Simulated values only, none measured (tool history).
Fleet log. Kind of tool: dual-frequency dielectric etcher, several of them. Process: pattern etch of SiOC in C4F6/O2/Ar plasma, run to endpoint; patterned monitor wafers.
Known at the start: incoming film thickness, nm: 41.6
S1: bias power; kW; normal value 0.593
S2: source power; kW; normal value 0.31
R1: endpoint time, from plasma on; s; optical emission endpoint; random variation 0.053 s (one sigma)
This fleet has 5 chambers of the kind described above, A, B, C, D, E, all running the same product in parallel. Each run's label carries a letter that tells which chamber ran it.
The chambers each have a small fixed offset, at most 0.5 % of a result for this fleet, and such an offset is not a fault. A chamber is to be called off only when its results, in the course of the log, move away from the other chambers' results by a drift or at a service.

run   hour     S1    S2      R1
 1E    2.7  0.593  0.31  14.465
 2A      7  0.593  0.31  14.373
 3B   10.9  0.593  0.31  14.306
 4D     14  0.593  0.31  14.383
 5C     18  0.593  0.31  14.373
 6B   22.6  0.593  0.31  14.305
 7C   25.7   0.72  0.23  14.886
 8E   29.1   0.72  0.23  14.896
 9A   32.6   0.72  0.23  14.855
10D   37.9   0.72  0.23  14.777
11B   40.6   0.72  0.23  14.967
12D   44.5  0.593  0.31  14.375
13A   47.2  0.468  0.31  15.773
14C   50.1  0.468  0.31  15.779
15E   53.5  0.468  0.31  15.863
16D   56.8  0.468  0.31  15.714
17E   62.4  0.468  0.31  15.905
18A   67.7  0.593  0.31  14.446
19B   73.4  0.593  0.31   14.47
20C     78  0.509  0.26  16.144
21E   81.4  0.509  0.26  16.365
22A   84.8  0.509  0.26  16.255
23D   87.9  0.509  0.26  16.152
24C   91.9  0.509  0.26  16.185
25B   97.5  0.593  0.31  14.587
26C  102.2  0.593  0.31  14.386
27B  105.5  0.593  0.31  14.672
28D  110.5  0.593  0.31  14.369
29A  115.6  0.593  0.31  14.393
30E  119.2  0.593  0.31  14.558
31B  121.9  0.593  0.31  14.794
32C  125.6  0.643  0.31  13.906
33D  129.4  0.643  0.31  14.005
34A  133.2  0.643  0.31  14.011
35E  137.7  0.643  0.31   14.02
36A    142  0.643  0.31  13.958
37D  145.3  0.593  0.31  14.399

Has any chamber moved away from the others, gradually or after a service, or does the common gauge drift, or do the chambers differ only by their own small steady offsets? State the chamber and the most likely cause if one applies.

It is chamber B that slowly wanders off from its peers.
What lies behind it: etch rate under this chamber's usual, % = 3.35.

Which of the 4 candidates below, each the usual settings with something changed and its results left as question marks, puts chamber B back in line with what the other chambers give on the usual settings?
In line here means within this much of the mean the other chambers give on the usual settings: R1 0.18 s
38B-1  149.6  0.593  0.37   ?
38B-2  149.6  0.568   0.3   ?
38B-3  149.6  0.539  0.28   ?
38B-4  149.6  0.618  0.32   ?

The other chambers' mean on the usual settings: R1 14.415 s
  run      R1
38B-1   13.93
38B-2  15.274
38B-3  15.972
38B-4  14.451
The right change is 38B-4: it brings the chamber back within the allowed miss of the others.

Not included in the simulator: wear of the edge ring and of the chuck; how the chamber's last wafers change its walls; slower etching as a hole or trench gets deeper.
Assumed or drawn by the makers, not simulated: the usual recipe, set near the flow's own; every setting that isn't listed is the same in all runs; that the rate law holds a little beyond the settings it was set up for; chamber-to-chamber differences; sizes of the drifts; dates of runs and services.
